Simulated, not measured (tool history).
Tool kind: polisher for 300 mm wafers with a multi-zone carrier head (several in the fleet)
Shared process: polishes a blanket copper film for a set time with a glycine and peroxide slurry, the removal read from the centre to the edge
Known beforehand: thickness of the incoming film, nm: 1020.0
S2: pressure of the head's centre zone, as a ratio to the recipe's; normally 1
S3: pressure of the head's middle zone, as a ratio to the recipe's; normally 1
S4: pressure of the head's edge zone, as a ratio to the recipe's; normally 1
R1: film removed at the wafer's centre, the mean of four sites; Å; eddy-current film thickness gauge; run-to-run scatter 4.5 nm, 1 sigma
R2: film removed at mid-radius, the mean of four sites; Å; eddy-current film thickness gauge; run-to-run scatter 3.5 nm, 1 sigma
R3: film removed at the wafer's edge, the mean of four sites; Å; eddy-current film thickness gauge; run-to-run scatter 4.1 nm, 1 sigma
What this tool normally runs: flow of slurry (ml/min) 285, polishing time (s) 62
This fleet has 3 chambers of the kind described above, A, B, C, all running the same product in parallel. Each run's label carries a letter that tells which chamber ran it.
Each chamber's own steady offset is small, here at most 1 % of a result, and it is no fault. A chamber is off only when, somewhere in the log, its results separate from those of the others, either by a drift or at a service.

run 1C day=0.246 | flow_of_slurry_(ml/min)=285 S2=1 S3=1 S4=1 polishing_time_(s)=62 | R1=3227.1 R2=3259.1 R3=3249.3
run 2B day=0.483 | flow_of_slurry_(ml/min)=285 S2=1 S3=1 S4=1 polishing_time_(s)=62 | R1=3203.8 R2=3278.6 R3=3200.9
-- day=0.721 chamber A: slurry nozzle cleaned
run 3A day=0.862 | flow_of_slurry_(ml/min)=285 S2=1 S3=1 S4=1 polishing_time_(s)=62 | R1=3240.9 R2=3284.1 R3=3254.9
run 4B day=1.154 | flow_of_slurry_(ml/min)=285 S2=1 S3=1 S4=1 polishing_time_(s)=62 | R1=3227.0 R2=3233.3 R3=3275.4
run 5A day=1.621 | flow_of_slurry_(ml/min)=285 S2=1 S3=1 S4=1 polishing_time_(s)=62 | R1=3265.0 R2=3248.0 R3=3263.7
run 6C day=1.862 | flow_of_slurry_(ml/min)=285 S2=1 S3=1 S4=1 polishing_time_(s)=62 | R1=3241.4 R2=3239.7 R3=3184.5
run 7A day=2.183 | flow_of_slurry_(ml/min)=285 S2=1 S3=1 S4=1 polishing_time_(s)=62 | R1=3213.6 R2=3232.9 R3=3276.6
-- day=2.571 chamber A: worn pad replaced by a new one
run 8B day=2.683 | flow_of_slurry_(ml/min)=285 S2=1 S3=1 S4=1 polishing_time_(s)=62 | R1=3211.7 R2=3221.1 R3=3239.3
run 9C day=2.950 | flow_of_slurry_(ml/min)=285 S2=1 S3=1 S4=1 polishing_time_(s)=62 | R1=3201.7 R2=3283.9 R3=3257.2
run 10B day=3.358 | flow_of_slurry_(ml/min)=285 S2=1 S3=1 S4=1 polishing_time_(s)=62 | R1=3161.8 R2=3253.3 R3=3295.3
-- day=3.817 chamber A: centre zone pressure recalibrated
run 11A day=3.858 | flow_of_slurry_(ml/min)=285 S2=1 S3=1 S4=1 polishing_time_(s)=62 | R1=3263.5 R2=3208.7 R3=3266.9
-- day=4.112 chamber C: worn pad replaced by a new one
run 12C day=4.162 | flow_of_slurry_(ml/min)=285 S2=1 S3=1 S4=1 polishing_time_(s)=62 | R1=3247.4 R2=3293.5 R3=3226.8
run 13C day=4.583 | flow_of_slurry_(ml/min)=285 S2=1 S3=1 S4=1 polishing_time_(s)=62 | R1=3259.1 R2=3256.9 R3=3250.3
run 14A day=4.917 | flow_of_slurry_(ml/min)=285 S2=1 S3=1 S4=1 polishing_time_(s)=62 | R1=3340.7 R2=3287.4 R3=3300.6
run 15B day=5.417 | flow_of_slurry_(ml/min)=285 S2=1 S3=1 S4=1 polishing_time_(s)=62 | R1=3147.8 R2=3243.8 R3=3135.0
run 16A day=5.696 | flow_of_slurry_(ml/min)=285 S2=1 S3=1 S4=1 polishing_time_(s)=62 | R1=3147.1 R2=3244.6 R3=3238.0
run 17C day=6.104 | flow_of_slurry_(ml/min)=285 S2=1 S3=1 S4=1 polishing_time_(s)=62 | R1=3177.4 R2=3247.4 R3=3172.5
run 18B day=6.496 | flow_of_slurry_(ml/min)=285 S2=1 S3=1 S4=1 polishing_time_(s)=62 | R1=3143.9 R2=3256.2 R3=3109.2
run 19B day=6.954 | flow_of_slurry_(ml/min)=285 S2=1 S3=1 S4=1 polishing_time_(s)=62 | R1=3236.9 R2=3172.9 R3=3094.0
run 20C day=7.283 | flow_of_slurry_(ml/min)=285 S2=1 S3=1 S4=1 polishing_time_(s)=62 | R1=3247.3 R2=3305.5 R3=3163.8
run 21A day=7.538 | flow_of_slurry_(ml/min)=285 S2=1 S3=1 S4=1 polishing_time_(s)=62 | R1=3234.8 R2=3325.4 R3=3289.9
run 22B day=7.812 | flow_of_slurry_(ml/min)=285 S2=1 S3=1 S4=1 polishing_time_(s)=62 | R1=3154.0 R2=3147.3 R3=3171.5
-- day=8.204 chamber A: worn pad replaced by a new one
run 23A day=8.267 | flow_of_slurry_(ml/min)=285 S2=1 S3=1 S4=1 polishing_time_(s)=62 | R1=3234.7 R2=3236.1 R3=3214.9
run 24C day=8.758 | flow_of_slurry_(ml/min)=285 S2=1 S3=1 S4=1 polishing_time_(s)=62 | R1=3176.0 R2=3267.6 R3=3242.5
-- day=8.983 chamber C: worn pad replaced by a new one
run 25A day=9.142 | flow_of_slurry_(ml/min)=285 S2=1 S3=1 S4=1 polishing_time_(s)=62 | R1=3242.8 R2=3258.7 R3=3249.5
run 26B day=9.638 | flow_of_slurry_(ml/min)=285 S2=1 S3=1 S4=1 polishing_time_(s)=62 | R1=2941.8 R2=3021.4 R3=3106.5
-- day=9.667 chamber A: edge zone pressure recalibrated
run 27C day=9.883 | flow_of_slurry_(ml/min)=285 S2=1 S3=1 S4=1 polishing_time_(s)=62 | R1=3168.7 R2=3247.2 R3=3192.8
-- day=9.992 chamber A: slurry nozzle cleaned
run 28A day=10.125 | flow_of_slurry_(ml/min)=285 S2=1 S3=1 S4=1 polishing_time_(s)=62 | R1=3246.1 R2=3345.6 R3=3302.9
run 29C day=10.417 | flow_of_slurry_(ml/min)=285 S2=1 S3=1 S4=1 polishing_time_(s)=62 | R1=3201.6 R2=3223.8 R3=3243.4
run 30B day=10.738 | flow_of_slurry_(ml/min)=285 S2=1 S3=1 S4=1 polishing_time_(s)=62 | R1=3035.9 R2=3013.2 R3=3091.8
run 31A day=11.038 | flow_of_slurry_(ml/min)=285 S2=1 S3=1 S4=1 polishing_time_(s)=62 | R1=3218.0 R2=3290.2 R3=3264.9
run 32B day=11.467 | flow_of_slurry_(ml/min)=285 S2=1 S3=1 S4=1 polishing_time_(s)=62 | R1=2880.5 R2=3014.0 R3=2994.4
run 33C day=11.950 | flow_of_slurry_(ml/min)=285 S2=1 S3=1 S4=1 polishing_time_(s)=62 | R1=3257.6 R2=3254.7 R3=3239.2
run 34B day=12.371 | flow_of_slurry_(ml/min)=285 S2=1 S3=1 S4=1 polishing_time_(s)=62 | R1=2951.1 R2=2893.9 R3=2951.1
run 35A day=12.721 | flow_of_slurry_(ml/min)=285 S2=1 S3=1 S4=1 polishing_time_(s)=62 | R1=3183.7 R2=3288.5 R3=3275.1

Which is it: a chamber that has drifted or been left off by a service, a gauge drift common to all chambers, or only each chamber's usual small offset? If a chamber is off, name it and its likeliest cause.

Little by little, chamber B moves away from the other chambers.
What lies behind it: removal rate lost through wear of the pad, % = 9.64.

Here are 4 candidates for chamber B's next run, each the usual settings with a change, their results left as question marks. Which one brings its results back in line with what the others give on the usual settings?
Allowed miss from the other chambers' usual-settings mean, per result, to count as in line: R1 160.0 Å; R2 120.0 Å; R3 140.0 Å
run 36B-1 day=13.100 | flow_of_slurry_(ml/min)=285 S2=1 S3=1 S4=1 polishing_time_(s)=60 | R1=? R2=? R3=?
run 36B-2 day=13.100 | flow_of_slurry_(ml/min)=280 S2=1 S3=1 S4=1 polishing_time_(s)=56 | R1=? R2=? R3=?
run 36B-3 day=13.100 | flow_of_slurry_(ml/min)=285 S2=1 S3=1 S4=1 polishing_time_(s)=64 | R1=? R2=? R3=?
run 36B-4 day=13.100 | flow_of_slurry_(ml/min)=290 S2=1 S3=1 S4=1 polishing_time_(s)=68 | R1=? R2=? R3=?

Average result of the remaining chambers running the usual settings: R1 3235.1 Å; R2 3256.3 Å; R3 3242.4 Å
run=36B-1 R1=2782.1 R2=2817.3 R3=2820.5
run=36B-2 R1=2591.3 R2=2624.6 R3=2628.7
run=36B-3 R1=2967.6 R2=3005.1 R3=3008.5
run=36B-4 R1=3159.3 R2=3198.7 R3=3200.9
36B-4 is the one that brings the chamber's results back in line with the other chambers.

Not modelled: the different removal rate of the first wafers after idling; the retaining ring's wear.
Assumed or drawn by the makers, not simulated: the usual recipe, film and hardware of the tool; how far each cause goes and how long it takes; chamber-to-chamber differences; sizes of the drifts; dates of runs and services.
